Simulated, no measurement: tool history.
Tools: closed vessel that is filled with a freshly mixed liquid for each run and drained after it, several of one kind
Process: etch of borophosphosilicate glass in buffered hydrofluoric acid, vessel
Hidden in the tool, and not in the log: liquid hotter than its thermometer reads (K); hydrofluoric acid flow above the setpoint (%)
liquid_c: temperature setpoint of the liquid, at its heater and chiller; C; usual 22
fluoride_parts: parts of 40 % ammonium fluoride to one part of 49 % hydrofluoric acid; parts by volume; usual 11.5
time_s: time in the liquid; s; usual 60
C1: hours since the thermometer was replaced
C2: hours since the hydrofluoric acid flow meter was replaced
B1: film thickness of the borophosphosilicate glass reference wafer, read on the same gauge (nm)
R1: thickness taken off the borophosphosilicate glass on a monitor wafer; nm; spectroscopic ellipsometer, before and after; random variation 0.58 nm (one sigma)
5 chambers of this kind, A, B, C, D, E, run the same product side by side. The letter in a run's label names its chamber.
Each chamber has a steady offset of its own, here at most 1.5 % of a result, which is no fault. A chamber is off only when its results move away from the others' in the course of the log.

Run 1E, hour 9.5: usual settings; C1 886.1; C2 2008; B1 30.004. Result: R1 91.453 nm.
Run 2A, hour 19.3: usual settings; C1 1031.7; C2 757.4; B1 30.036. Result: R1 90.624 nm.
Run 3C, hour 30.6: usual settings; C1 320.9; C2 1710.5; B1 30.002. Result: R1 91.607 nm.
Run 4D, hour 45.7: usual settings; C1 750.3; C2 443.7; B1 29.989. Result: R1 91.286 nm.
Run 5B, hour 60.3: usual settings; C1 890; C2 1260.8; B1 29.966. Result: R1 91.335 nm.
At hour 67.4: chamber D: hydrofluoric acid flow meter replaced.
Run 6E, hour 75.4: usual settings; C1 952; C2 2073.9; B1 29.971. Result: R1 90.38 nm.
Run 7D, hour 84.7: usual settings; C1 789.3; C2 17.4; B1 30. Result: R1 91.009 nm.
Run 8C, hour 97: usual settings; C1 387.3; C2 1776.9; B1 29.991. Result: R1 90.755 nm.
Run 9B, hour 108.5: usual settings; C1 938.2; C2 1309; B1 30.059. Result: R1 92.323 nm.
Run 10A, hour 123.3: usual settings; C1 1135.7; C2 861.4; B1 29.971. Result: R1 90.954 nm.
Run 11A, hour 133.2: usual settings; C1 1145.6; C2 871.3; B1 29.98. Result: R1 90.693 nm.
Run 12E, hour 148.3: usual settings; C1 1024.9; C2 2146.8; B1 29.973. Result: R1 90.394 nm.
Run 13D, hour 160.9: usual settings; C1 865.5; C2 93.6; B1 30.014. Result: R1 91.12 nm.
Run 14C, hour 174.5: usual settings but liquid_c 17.5 C, fluoride_parts 10 parts by volume; C1 464.8; C2 1854.4; B1 30.042. Result: R1 81.57 nm.
Run 15B, hour 187.9: usual settings but liquid_c 17.5 C, fluoride_parts 10 parts by volume; C1 1017.6; C2 1388.4; B1 30.013. Result: R1 82.752 nm.
At hour 195.7: chamber C: hydrofluoric acid flow meter replaced.
Run 16C, hour 198.3: usual settings but liquid_c 17.5 C, fluoride_parts 10 parts by volume; C1 488.6; C2 2.6; B1 30.008. Result: R1 80.579 nm.
Run 17A, hour 210.3: usual settings but liquid_c 17.5 C, fluoride_parts 10 parts by volume; C1 1222.7; C2 948.4; B1 30.006. Result: R1 80.753 nm.
Run 18D, hour 219: usual settings but liquid_c 17.5 C, fluoride_parts 10 parts by volume; C1 923.6; C2 151.7; B1 30.006. Result: R1 82.422 nm.
Run 19E, hour 233.4: usual settings; C1 1110; C2 2231.9; B1 29.965. Result: R1 91.179 nm.
Run 20B, hour 243.5: usual settings; C1 1073.2; C2 1444; B1 29.999. Result: R1 92.279 nm.
Run 21B, hour 253.5: usual settings; C1 1083.2; C2 1454; B1 29.946. Result: R1 91.734 nm.
At hour 260.6: chamber B: thermometer replaced.
Run 22A, hour 266.1: usual settings; C1 1278.5; C2 1004.2; B1 30.038. Result: R1 89.378 nm.
Run 23D, hour 273.9: usual settings; C1 978.5; C2 206.6; B1 30.015. Result: R1 91.148 nm.
Run 24E, hour 286.5: usual settings; C1 1163.1; C2 2285; B1 30.008. Result: R1 89.697 nm.
Run 25C, hour 300.4: usual settings; C1 590.7; C2 104.7; B1 30.027. Result: R1 90.611 nm.
Run 26C, hour 312.2: usual settings; C1 602.5; C2 116.5; B1 30.029. Result: R1 91.293 nm.
Run 27B, hour 321.3: usual settings; C1 60.7; C2 1521.8; B1 29.995. Result: R1 92.501 nm.
At hour 331.8: chamber A: hydrofluoric acid flow meter replaced.
Run 28D, hour 334.8: usual settings; C1 1039.4; C2 267.5; B1 29.986. Result: R1 91.957 nm.
Run 29A, hour 342.3: usual settings; C1 1354.7; C2 10.5; B1 29.999. Result: R1 90.553 nm.
Run 30E, hour 351.3: usual settings; C1 1227.9; C2 2349.8; B1 30.02. Result: R1 90.961 nm.
Run 31D, hour 365.4: usual settings; C1 1070; C2 298.1; B1 30.037. Result: R1 90.914 nm.

Is one chamber off against the others, does the gauge drift, or is nothing wrong? If a chamber is off, say which, and what the likeliest cause is.

No chamber stands off beyond its own small offset, and the gauge holds steady.

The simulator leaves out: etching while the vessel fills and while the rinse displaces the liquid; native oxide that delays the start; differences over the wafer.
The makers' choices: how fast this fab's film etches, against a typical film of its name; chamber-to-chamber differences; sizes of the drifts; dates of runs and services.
